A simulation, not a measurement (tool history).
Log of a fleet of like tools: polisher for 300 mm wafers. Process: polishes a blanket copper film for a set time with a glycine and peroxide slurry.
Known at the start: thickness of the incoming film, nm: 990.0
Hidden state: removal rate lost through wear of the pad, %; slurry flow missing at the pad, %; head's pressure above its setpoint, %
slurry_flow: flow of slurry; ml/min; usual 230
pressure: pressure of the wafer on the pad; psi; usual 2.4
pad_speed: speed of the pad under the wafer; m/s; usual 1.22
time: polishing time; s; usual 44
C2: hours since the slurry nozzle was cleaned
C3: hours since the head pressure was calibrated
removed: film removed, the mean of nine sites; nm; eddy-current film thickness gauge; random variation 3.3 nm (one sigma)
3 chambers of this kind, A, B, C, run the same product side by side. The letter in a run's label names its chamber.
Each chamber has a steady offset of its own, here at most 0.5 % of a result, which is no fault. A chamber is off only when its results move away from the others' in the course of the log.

run 1A hour=5.4 | slurry_flow=230 pressure=2.4 pad_speed=1.22 time=44 | wafers_polished_on_this_pad=382 C2=455.7 C3=1547.3 | removed=220.11
run 2B hour=11.6 | slurry_flow=230 pressure=2.4 pad_speed=1.22 time=44 | wafers_polished_on_this_pad=901 C2=704.1 C3=46.8 | removed=212.78
-- hour=15.6 chamber A: worn pad replaced by a new one
run 3C hour=20.5 | slurry_flow=230 pressure=2.4 pad_speed=1.22 time=44 | wafers_polished_on_this_pad=814 C2=436.5 C3=899.8 | removed=216.49
-- hour=21.4 chamber B: slurry nozzle cleaned
-- hour=22.3 chamber A: head pressure recalibrated
run 4B hour=27.4 | slurry_flow=230 pressure=2.4 pad_speed=1.22 time=44 | wafers_polished_on_this_pad=1152 C2=6.0 C3=62.6 | removed=221.27
run 5A hour=37.5 | slurry_flow=230 pressure=2.4 pad_speed=1.22 time=44 | wafers_polished_on_this_pad=349 C2=487.8 C3=15.3 | removed=216.69
run 6C hour=42.4 | slurry_flow=230 pressure=2.4 pad_speed=1.22 time=44 | wafers_polished_on_this_pad=1163 C2=458.4 C3=921.7 | removed=214.64
-- hour=45.1 chamber C: worn pad replaced by a new one
run 7B hour=48.5 | slurry_flow=230 pressure=2.4 pad_speed=1.22 time=44 | wafers_polished_on_this_pad=1488 C2=27.1 C3=83.7 | removed=211.75
-- hour=50.0 chamber A: worn pad replaced by a new one
run 8C hour=54.3 | slurry_flow=230 pressure=2.4 pad_speed=1.22 time=44 | wafers_polished_on_this_pad=148 C2=470.3 C3=933.6 | removed=219.93
run 9A hour=60.3 | slurry_flow=230 pressure=2.4 pad_speed=1.22 time=44 | wafers_polished_on_this_pad=164 C2=510.6 C3=38.1 | removed=217.92
run 10A hour=70.0 | slurry_flow=230 pressure=2.4 pad_speed=0.82 time=44 | wafers_polished_on_this_pad=319 C2=520.3 C3=47.8 | removed=158.11
run 11C hour=75.6 | slurry_flow=230 pressure=2.4 pad_speed=0.82 time=44 | wafers_polished_on_this_pad=487 C2=491.6 C3=954.9 | removed=158.48
run 12B hour=86.2 | slurry_flow=230 pressure=2.4 pad_speed=0.82 time=44 | wafers_polished_on_this_pad=2089 C2=64.8 C3=121.4 | removed=152.94
-- hour=88.1 chamber A: worn pad replaced by a new one
run 13C hour=97.2 | slurry_flow=230 pressure=2.4 pad_speed=1.22 time=44 | wafers_polished_on_this_pad=831 C2=513.2 C3=976.5 | removed=216.93
run 14B hour=102.3 | slurry_flow=230 pressure=2.4 pad_speed=0.96 time=44 | wafers_polished_on_this_pad=2346 C2=80.9 C3=137.5 | removed=175.32
run 15A hour=108.9 | slurry_flow=230 pressure=2.4 pad_speed=0.96 time=44 | wafers_polished_on_this_pad=331 C2=559.2 C3=86.7 | removed=178.26
run 16C hour=114.3 | slurry_flow=230 pressure=2.4 pad_speed=0.96 time=44 | wafers_polished_on_this_pad=1104 C2=530.3 C3=993.6 | removed=175.04
-- hour=115.5 chamber C: worn pad replaced by a new one
run 17B hour=121.1 | slurry_flow=230 pressure=2.4 pad_speed=1.22 time=44 | wafers_polished_on_this_pad=2645 C2=99.7 C3=156.3 | removed=198.03
-- hour=131.5 chamber C: head pressure recalibrated
-- hour=131.7 chamber A: worn pad replaced by a new one
run 18A hour=131.9 | slurry_flow=230 pressure=2.4 pad_speed=1.22 time=44 | wafers_polished_on_this_pad=4 C2=582.2 C3=109.7 | removed=213.08
run 19A hour=141.6 | slurry_flow=230 pressure=2.4 pad_speed=1.22 time=44 | wafers_polished_on_this_pad=159 C2=591.9 C3=119.4 | removed=211.75
run 20B hour=148.0 | slurry_flow=230 pressure=2.4 pad_speed=1.22 time=44 | wafers_polished_on_this_pad=3074 C2=126.6 C3=183.2 | removed=197.99
run 21C hour=155.7 | slurry_flow=230 pressure=2.4 pad_speed=1.22 time=44 | wafers_polished_on_this_pad=640 C2=571.7 C3=24.3 | removed=221.46

Is one chamber off against the others, does the gauge drift, or is nothing wrong? If a chamber is off, say which, and what the likeliest cause is.

Chamber B drifts away from the others.
Cause: removal rate lost through wear of the pad, % = 11.4.
The log may not tell that from: head's pressure below its setpoint, %.

Here are 4 candidates for chamber B's next run, each the usual settings with a change, their results left as question marks. Which one brings its results back in line with what the others give on the usual settings?
In line means no further than this from the other chambers' mean on the usual settings: removed 11.00 nm
run 22B-1 hour=163.7 | slurry_flow=230 pressure=2.8 pad_speed=1.22 time=44 | removed=?
run 22B-2 hour=163.7 | slurry_flow=230 pressure=2.3 pad_speed=1.16 time=42 | removed=?
run 22B-3 hour=163.7 | slurry_flow=230 pressure=2.4 pad_speed=1.22 time=43 | removed=?
run 22B-4 hour=163.7 | slurry_flow=230 pressure=2.4 pad_speed=1.24 time=45 | removed=?

The other chambers' mean on the usual settings: removed 217.37 nm
run=22B-1 removed=220.98
run=22B-2 removed=171.78
run=22B-3 removed=189.91
run=22B-4 removed=201.48
22B-1 brings the chamber back in line.
